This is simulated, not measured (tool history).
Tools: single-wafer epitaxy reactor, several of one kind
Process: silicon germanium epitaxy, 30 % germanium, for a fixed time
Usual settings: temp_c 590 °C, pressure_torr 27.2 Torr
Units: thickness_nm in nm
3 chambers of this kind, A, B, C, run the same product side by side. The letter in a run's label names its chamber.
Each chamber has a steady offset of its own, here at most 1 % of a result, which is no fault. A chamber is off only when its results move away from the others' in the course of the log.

run   hour  temp_c  pressure_torr  hours since the last pyrometer calibration  hours since the last manometer calibration  read-back reference wafer on the same gauge, thickness_nm  thickness_nm
 1C    6.5     590           27.2                                      1401.7                                      1512.6                                                     56.174        55.537
 2B   11.4     590           27.2                                      1291.6                                      1806.0                                                     56.191        55.131
 3A   16.5     590           27.2                                       152.5                                      2091.2                                                     56.160        54.791
 4A   23.6     590           27.2                                       159.6                                      2098.3                                                     56.115        54.827
 5C   29.4     590           27.2                                      1424.6                                      1535.5                                                     56.147        55.423
 6B   34.6     590           27.2                                      1314.8                                      1829.2                                                     56.101        55.237
 7A   41.2     578           24.6                                       177.2                                      2115.9                                                     56.099        41.834
 8B   45.2     578           24.6                                      1325.4                                      1839.8                                                     56.093        42.056
 9C   48.9     578           24.6                                      1444.1                                      1555.0                                                     56.085        42.426
10C   52.2     590           27.2                                      1447.4                                      1558.3                                                     56.060        55.232
11B   57.6     603           22.5                                      1337.8                                      1852.2                                                     56.056        64.915
12A   61.6     603           22.5                                       197.6                                      2136.3                                                     56.051        64.791
13B   66.6     603           22.5                                      1346.8                                      1861.2                                                     56.036        65.095
14C   72.9     590           27.2                                      1468.1                                      1579.0                                                     56.027        55.319
15A   77.4     590           27.2                                       213.4                                      2152.1                                                     56.012        54.749
16A   83.7     590           27.2                                       219.7                                      2158.4                                                     56.002        54.646
17C   88.7     585           27.2                                      1483.9                                      1594.8                                                     55.991        50.211
18B   95.5     585           27.2                                      1375.7                                      1890.1                                                     55.976        49.867
19B  101.3     585           27.2                                      1381.5                                      1895.9                                                     55.944        49.987
20C  106.7     590           27.2                                      1501.9                                      1612.8                                                     55.929        55.090
21A  112.0     590           27.2                                       248.0                                      2186.7                                                     55.920        54.715
22B  117.4     590           27.2                                      1397.6                                      1912.0                                                     55.928        54.885
23C  121.3     590           27.2                                      1516.5                                      1627.4                                                     55.925        55.097
24A  126.6     590           27.2                                       262.6                                      2201.3                                                     55.874        54.475
25C  133.3     590           27.2                                      1528.5                                      1639.4                                                     55.883        55.100
26B  138.4     590           27.2                                      1418.6                                      1933.0                                                     55.885        54.748

Is one chamber off against the others, does the gauge drift, or is nothing wrong? If a chamber is off, say which, and what the likeliest cause is.

The gauge drifts, so all chambers seem to drift together. No chamber is off.
Cause: gauge reads low (%) = 0.617.
